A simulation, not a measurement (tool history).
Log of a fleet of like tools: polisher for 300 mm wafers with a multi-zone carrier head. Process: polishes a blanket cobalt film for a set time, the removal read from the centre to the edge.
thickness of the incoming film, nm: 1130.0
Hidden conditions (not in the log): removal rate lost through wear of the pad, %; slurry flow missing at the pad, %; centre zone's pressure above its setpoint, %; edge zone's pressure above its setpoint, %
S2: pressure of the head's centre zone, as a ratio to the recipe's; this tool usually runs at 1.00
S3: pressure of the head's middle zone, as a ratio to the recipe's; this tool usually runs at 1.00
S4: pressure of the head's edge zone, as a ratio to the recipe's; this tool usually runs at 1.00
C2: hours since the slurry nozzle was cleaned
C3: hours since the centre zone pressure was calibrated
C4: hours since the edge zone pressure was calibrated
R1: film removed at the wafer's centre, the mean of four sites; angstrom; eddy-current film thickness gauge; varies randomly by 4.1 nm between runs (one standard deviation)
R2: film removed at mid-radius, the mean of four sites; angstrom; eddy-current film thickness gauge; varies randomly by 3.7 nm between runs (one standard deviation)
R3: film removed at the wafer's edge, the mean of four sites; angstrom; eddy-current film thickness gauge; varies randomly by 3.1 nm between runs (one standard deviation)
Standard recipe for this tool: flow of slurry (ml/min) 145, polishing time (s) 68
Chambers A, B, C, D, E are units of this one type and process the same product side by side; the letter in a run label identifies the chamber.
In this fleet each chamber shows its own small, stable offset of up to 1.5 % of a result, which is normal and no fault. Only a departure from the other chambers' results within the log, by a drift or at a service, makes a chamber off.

run 1E hour=2.8 | flow_of_slurry_(ml/min)=145 S2=1.00 S3=1.00 S4=1.00 polishing_time_(s)=68 | wafers_polished_on_this_pad=1024 C2=41.4 C3=125.2 C4=255.3 | R1=4266.4 R2=4264.5 R3=4261.8
run 2B hour=7.1 | flow_of_slurry_(ml/min)=145 S2=1.00 S3=1.00 S4=1.00 polishing_time_(s)=68 | wafers_polished_on_this_pad=506 C2=479.4 C3=483.0 C4=97.5 | R1=4150.4 R2=4144.1 R3=4233.9
run 3A hour=10.2 | flow_of_slurry_(ml/min)=145 S2=1.00 S3=1.00 S4=1.00 polishing_time_(s)=68 | wafers_polished_on_this_pad=1229 C2=480.4 C3=473.8 C4=644.3 | R1=4198.8 R2=4109.8 R3=4126.4
run 4D hour=13.4 | flow_of_slurry_(ml/min)=145 S2=1.00 S3=1.00 S4=1.00 polishing_time_(s)=68 | wafers_polished_on_this_pad=1415 C2=285.1 C3=129.1 C4=36.6 | R1=4236.4 R2=4236.9 R3=4231.0
run 5C hour=18.1 | flow_of_slurry_(ml/min)=145 S2=1.00 S3=1.00 S4=1.00 polishing_time_(s)=68 | wafers_polished_on_this_pad=185 C2=224.4 C3=619.9 C4=808.1 | R1=4201.7 R2=4209.5 R3=4260.1
-- hour=19.8 chamber E: worn pad replaced by a new one
run 6B hour=21.7 | flow_of_slurry_(ml/min)=145 S2=1.00 S3=1.00 S4=1.00 polishing_time_(s)=68 | wafers_polished_on_this_pad=629 C2=494.0 C3=497.6 C4=112.1 | R1=4123.5 R2=4162.1 R3=4238.9
run 7D hour=26.7 | flow_of_slurry_(ml/min)=145 S2=1.00 S3=1.00 S4=1.00 polishing_time_(s)=68 | wafers_polished_on_this_pad=1527 C2=298.4 C3=142.4 C4=49.9 | R1=4235.2 R2=4245.7 R3=4206.7
run 8E hour=29.4 | flow_of_slurry_(ml/min)=145 S2=1.00 S3=1.00 S4=1.00 polishing_time_(s)=68 | wafers_polished_on_this_pad=81 C2=68.0 C3=151.8 C4=281.9 | R1=4247.7 R2=4213.0 R3=4291.7
run 9C hour=33.0 | flow_of_slurry_(ml/min)=145 S2=1.00 S3=1.00 S4=1.00 polishing_time_(s)=68 | wafers_polished_on_this_pad=310 C2=239.3 C3=634.8 C4=823.0 | R1=4190.6 R2=4284.7 R3=4188.3
-- hour=36.6 chamber A: worn pad replaced by a new one
run 10A hour=37.6 | flow_of_slurry_(ml/min)=120 S2=1.00 S3=1.00 S4=1.06 polishing_time_(s)=68 | wafers_polished_on_this_pad=8 C2=507.8 C3=501.2 C4=671.7 | R1=3995.4 R2=4020.7 R3=4200.9
-- hour=40.1 chamber D: worn pad replaced by a new one
run 11B hour=42.3 | flow_of_slurry_(ml/min)=120 S2=1.00 S3=1.00 S4=1.06 polishing_time_(s)=68 | wafers_polished_on_this_pad=803 C2=514.6 C3=518.2 C4=132.7 | R1=3992.0 R2=4075.4 R3=4260.9
-- hour=44.1 chamber B: slurry nozzle cleaned
run 12E hour=45.6 | flow_of_slurry_(ml/min)=120 S2=1.00 S3=1.00 S4=1.06 polishing_time_(s)=68 | wafers_polished_on_this_pad=217 C2=84.2 C3=168.0 C4=298.1 | R1=4092.0 R2=4022.9 R3=4272.9
run 13A hour=49.1 | flow_of_slurry_(ml/min)=120 S2=1.00 S3=1.00 S4=1.06 polishing_time_(s)=68 | wafers_polished_on_this_pad=105 C2=519.3 C3=512.7 C4=683.2 | R1=4018.6 R2=3995.6 R3=4171.5
run 14C hour=53.3 | flow_of_slurry_(ml/min)=120 S2=1.00 S3=1.00 S4=1.06 polishing_time_(s)=68 | wafers_polished_on_this_pad=481 C2=259.6 C3=655.1 C4=843.3 | R1=4012.1 R2=4026.5 R3=4257.7
run 15D hour=56.3 | flow_of_slurry_(ml/min)=145 S2=1.00 S3=1.00 S4=1.00 polishing_time_(s)=68 | wafers_polished_on_this_pad=136 C2=328.0 C3=172.0 C4=79.5 | R1=4310.3 R2=4271.9 R3=4227.6
-- hour=57.9 chamber C: centre zone pressure recalibrated
run 16B hour=61.1 | flow_of_slurry_(ml/min)=145 S2=1.00 S3=1.00 S4=1.00 polishing_time_(s)=68 | wafers_polished_on_this_pad=961 C2=17.1 C3=537.0 C4=151.5 | R1=4167.7 R2=4210.6 R3=4252.7
run 17E hour=64.0 | flow_of_slurry_(ml/min)=145 S2=1.00 S3=1.00 S4=1.00 polishing_time_(s)=68 | wafers_polished_on_this_pad=372 C2=102.6 C3=186.4 C4=316.5 | R1=4224.7 R2=4221.9 R3=4265.4
run 18C hour=67.3 | flow_of_slurry_(ml/min)=145 S2=1.00 S3=1.00 S4=1.00 polishing_time_(s)=68 | wafers_polished_on_this_pad=599 C2=273.6 C3=9.5 C4=857.3 | R1=4636.5 R2=4239.6 R3=4188.6
-- hour=68.3 chamber D: slurry nozzle cleaned
run 19D hour=70.4 | flow_of_slurry_(ml/min)=145 S2=0.93 S3=1.00 S4=1.00 polishing_time_(s)=68 | wafers_polished_on_this_pad=255 C2=2.2 C3=186.1 C4=93.6 | R1=3878.0 R2=4246.2 R3=4222.8
run 20A hour=74.7 | flow_of_slurry_(ml/min)=145 S2=0.93 S3=1.00 S4=1.00 polishing_time_(s)=68 | wafers_polished_on_this_pad=321 C2=544.9 C3=538.3 C4=708.8 | R1=3894.2 R2=4171.0 R3=4179.2
run 21B hour=77.4 | flow_of_slurry_(ml/min)=145 S2=0.93 S3=1.00 S4=1.00 polishing_time_(s)=68 | wafers_polished_on_this_pad=1098 C2=33.4 C3=553.3 C4=167.8 | R1=3871.9 R2=4165.4 R3=4227.4
run 22D hour=80.5 | flow_of_slurry_(ml/min)=145 S2=0.93 S3=1.00 S4=1.00 polishing_time_(s)=68 | wafers_polished_on_this_pad=340 C2=12.3 C3=196.2 C4=103.7 | R1=3895.0 R2=4245.3 R3=4204.6
run 23A hour=84.4 | flow_of_slurry_(ml/min)=145 S2=0.93 S3=1.00 S4=1.00 polishing_time_(s)=68 | wafers_polished_on_this_pad=402 C2=554.6 C3=548.0 C4=718.5 | R1=3948.7 R2=4196.0 R3=4176.2
run 24E hour=87.3 | flow_of_slurry_(ml/min)=145 S2=0.95 S3=1.00 S4=0.93 polishing_time_(s)=68 | wafers_polished_on_this_pad=569 C2=125.9 C3=209.7 C4=339.8 | R1=3929.9 R2=4203.6 R3=4050.4
-- hour=90.7 chamber B: worn pad replaced by a new one
run 25C hour=92.1 | flow_of_slurry_(ml/min)=145 S2=0.95 S3=1.00 S4=0.93 polishing_time_(s)=68 | wafers_polished_on_this_pad=808 C2=298.4 C3=34.3 C4=882.1 | R1=4380.9 R2=4225.9 R3=4105.6
run 26E hour=94.3 | flow_of_slurry_(ml/min)=145 S2=0.95 S3=1.00 S4=0.93 polishing_time_(s)=68 | wafers_polished_on_this_pad=627 C2=132.9 C3=216.7 C4=346.8 | R1=4004.4 R2=4162.8 R3=4114.7
run 27B hour=98.7 | flow_of_slurry_(ml/min)=145 S2=0.95 S3=1.00 S4=0.93 polishing_time_(s)=68 | wafers_polished_on_this_pad=67 C2=54.7 C3=574.6 C4=189.1 | R1=3939.0 R2=4230.0 R3=4058.8
run 28C hour=100.9 | flow_of_slurry_(ml/min)=145 S2=0.95 S3=1.00 S4=0.93 polishing_time_(s)=68 | wafers_polished_on_this_pad=882 C2=307.2 C3=43.1 C4=890.9 | R1=4394.6 R2=4138.2 R3=4041.8
run 29A hour=105.7 | flow_of_slurry_(ml/min)=145 S2=1.00 S3=1.00 S4=1.00 polishing_time_(s)=68 | wafers_polished_on_this_pad=582 C2=575.9 C3=569.3 C4=739.8 | R1=4203.0 R2=4137.5 R3=4137.5
run 30D hour=109.9 | flow_of_slurry_(ml/min)=145 S2=1.00 S3=1.00 S4=1.06 polishing_time_(s)=68 | wafers_polished_on_this_pad=587 C2=41.7 C3=225.6 C4=133.1 | R1=4238.6 R2=4284.4 R3=4398.2
-- hour=111.5 chamber A: slurry nozzle cleaned
run 31C hour=113.8 | flow_of_slurry_(ml/min)=145 S2=1.00 S3=1.00 S4=1.06 polishing_time_(s)=68 | wafers_polished_on_this_pad=990 C2=320.1 C3=56.0 C4=903.8 | R1=4717.5 R2=4149.1 R3=4419.3
run 32E hour=116.0 | flow_of_slurry_(ml/min)=145 S2=1.00 S3=1.00 S4=1.06 polishing_time_(s)=68 | wafers_polished_on_this_pad=810 C2=154.6 C3=238.4 C4=368.5 | R1=4273.9 R2=4249.9 R3=4337.7
run 33A hour=120.6 | flow_of_slurry_(ml/min)=145 S2=1.00 S3=1.00 S4=1.06 polishing_time_(s)=68 | wafers_polished_on_this_pad=707 C2=9.1 C3=584.2 C4=754.7 | R1=4257.6 R2=4146.8 R3=4311.5
run 34D hour=123.4 | flow_of_slurry_(ml/min)=145 S2=1.00 S3=1.00 S4=1.06 polishing_time_(s)=68 | wafers_polished_on_this_pad=701 C2=55.2 C3=239.1 C4=146.6 | R1=4207.9 R2=4239.0 R3=4299.2
run 35B hour=126.1 | flow_of_slurry_(ml/min)=145 S2=1.00 S3=1.00 S4=1.00 polishing_time_(s)=68 | wafers_polished_on_this_pad=298 C2=82.1 C3=602.0 C4=216.5 | R1=4124.5 R2=4233.2 R3=4263.5
run 36C hour=129.9 | flow_of_slurry_(ml/min)=145 S2=1.00 S3=1.09 S4=0.95 polishing_time_(s)=68 | wafers_polished_on_this_pad=1126 C2=336.2 C3=72.1 C4=919.9 | R1=4679.0 R2=4542.7 R3=4124.3
run 37E hour=133.3 | flow_of_slurry_(ml/min)=145 S2=1.00 S3=1.09 S4=0.95 polishing_time_(s)=68 | wafers_polished_on_this_pad=956 C2=171.9 C3=255.7 C4=385.8 | R1=4266.9 R2=4569.0 R3=4135.2
run 38D hour=135.6 | flow_of_slurry_(ml/min)=145 S2=1.00 S3=1.09 S4=0.95 polishing_time_(s)=68 | wafers_polished_on_this_pad=804 C2=67.4 C3=251.3 C4=158.8 | R1=4243.1 R2=4593.6 R3=4127.8
run 39B hour=140.5 | flow_of_slurry_(ml/min)=145 S2=1.00 S3=1.09 S4=0.95 polishing_time_(s)=68 | wafers_polished_on_this_pad=419 C2=96.5 C3=616.4 C4=230.9 | R1=4187.2 R2=4601.3 R3=4117.5
run 40A hour=143.9 | flow_of_slurry_(ml/min)=145 S2=1.00 S3=1.09 S4=0.95 polishing_time_(s)=68 | wafers_polished_on_this_pad=903 C2=32.4 C3=607.5 C4=778.0 | R1=4198.2 R2=4514.4 R3=4015.9

Next, all 5 chambers run the settings below, one line each with question marks for the results. What does each chamber give?
run 41A hour=147.5 | flow_of_slurry_(ml/min)=145 S2=1.00 S3=1.00 S4=1.00 polishing_time_(s)=68 | R1=? R2=? R3=?
run 41B hour=147.5 | flow_of_slurry_(ml/min)=145 S2=1.00 S3=1.00 S4=1.00 polishing_time_(s)=68 | R1=? R2=? R3=?
run 41C hour=147.5 | flow_of_slurry_(ml/min)=145 S2=1.00 S3=1.00 S4=1.00 polishing_time_(s)=68 | R1=? R2=? R3=?
run 41D hour=147.5 | flow_of_slurry_(ml/min)=145 S2=1.00 S3=1.00 S4=1.00 polishing_time_(s)=68 | R1=? R2=? R3=?
run 41E hour=147.5 | flow_of_slurry_(ml/min)=145 S2=1.00 S3=1.00 S4=1.00 polishing_time_(s)=68 | R1=? R2=? R3=?

run=41A R1=4176.6 R2=4161.3 R3=4135.2
run=41B R1=4212.1 R2=4236.2 R3=4261.3
run=41C R1=4605.9 R2=4177.0 R3=4251.8
run=41D R1=4243.9 R2=4278.4 R3=4240.5
run=41E R1=4203.5 R2=4190.9 R3=4291.5
